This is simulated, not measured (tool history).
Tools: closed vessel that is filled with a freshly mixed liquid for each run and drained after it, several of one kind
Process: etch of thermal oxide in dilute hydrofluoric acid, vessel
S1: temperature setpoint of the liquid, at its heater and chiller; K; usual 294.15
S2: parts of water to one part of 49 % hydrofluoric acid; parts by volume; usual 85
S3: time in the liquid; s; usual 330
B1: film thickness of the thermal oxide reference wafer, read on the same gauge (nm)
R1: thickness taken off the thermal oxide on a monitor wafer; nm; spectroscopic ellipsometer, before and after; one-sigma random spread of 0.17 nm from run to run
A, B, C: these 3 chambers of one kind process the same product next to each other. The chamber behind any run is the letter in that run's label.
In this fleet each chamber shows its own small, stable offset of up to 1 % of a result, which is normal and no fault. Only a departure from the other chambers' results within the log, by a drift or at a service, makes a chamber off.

| run | hour | S1 | S2 | S3 | B1 | R1 |
|---|---|---|---|---|---|---|
| 1C | 2.2 | 294.15 | 85 | 330 | 99.944 | 17.760 |
| 2B | 6.8 | 294.15 | 85 | 330 | 100.020 | 17.452 |
| 3A | 9.6 | 294.15 | 85 | 330 | 100.010 | 17.647 |
| 4A | 13.0 | 294.15 | 85 | 330 | 100.020 | 17.725 |
| 5B | 16.4 | 294.15 | 85 | 330 | 99.999 | 17.478 |
| 6C | 20.5 | 294.15 | 85 | 330 | 100.020 | 17.817 |
| 7C | 23.3 | 294.15 | 85 | 330 | 99.972 | 17.550 |
| 8A | 25.6 | 294.15 | 85 | 330 | 100.010 | 17.482 |
| 9B | 28.0 | 294.15 | 85 | 330 | 99.987 | 18.005 |
| 10C | 31.8 | 294.15 | 85 | 330 | 100.010 | 17.572 |
| 11A | 34.6 | 291.65 | 85 | 485 | 100.010 | 23.335 |
| 12B | 38.5 | 291.65 | 85 | 485 | 100.010 | 23.757 |
| 13B | 42.3 | 291.65 | 85 | 485 | 100.020 | 23.230 |
| 14A | 44.8 | 294.15 | 55 | 330 | 100.010 | 28.113 |
| 15C | 46.8 | 294.15 | 55 | 330 | 100.020 | 27.738 |
| 16A | 51.1 | 294.15 | 55 | 330 | 99.984 | 27.992 |
| 17C | 53.1 | 294.15 | 85 | 330 | 100.010 | 17.586 |
| 18B | 56.7 | 294.15 | 85 | 330 | 99.964 | 17.658 |
|  | 61.0 | chamber C: thermometer replaced |
| 19B | 61.2 | 298.15 | 55 | 330 | 99.986 | 33.460 |
| 20C | 65.0 | 298.15 | 55 | 330 | 100.010 | 33.109 |
| 21A | 67.7 | 298.15 | 55 | 330 | 100.010 | 34.024 |
| 22C | 71.6 | 294.15 | 85 | 330 | 100.010 | 17.653 |
| 23B | 76.0 | 294.15 | 110 | 330 | 100.010 | 13.546 |
| 24A | 78.2 | 294.15 | 110 | 330 | 99.977 | 13.945 |
| 25B | 81.7 | 294.15 | 110 | 330 | 99.999 | 13.289 |
| 26C | 85.9 | 294.15 | 85 | 330 | 99.992 | 17.610 |
| 27A | 90.1 | 294.15 | 75 | 490 | 100.000 | 31.239 |
| 28B | 92.2 | 294.15 | 75 | 490 | 100.020 | 30.195 |
| 29A | 96.2 | 294.15 | 75 | 490 | 100.010 | 31.761 |
| 30C | 99.0 | 294.15 | 85 | 330 | 99.984 | 17.718 |
| 31B | 101.9 | 294.15 | 85 | 330 | 99.991 | 17.882 |
| 32A | 104.2 | 294.15 | 85 | 330 | 99.993 | 18.787 |
| 33C | 106.7 | 294.15 | 85 | 330 | 100.030 | 17.667 |
| 34A | 111.1 | 294.15 | 85 | 330 | 100.030 | 18.469 |

Next, every chamber runs the same settings. What will each give?
| 35A | 114.3 | 294.15 | 85 | 410 |  | ? |
| 35B | 114.3 | 294.15 | 85 | 410 |  | ? |
| 35C | 114.3 | 294.15 | 85 | 410 |  | ? |

| run | R1 |
|---|---|
| 35A | 23.484 |
| 35B | 22.501 |
| 35C | 21.889 |
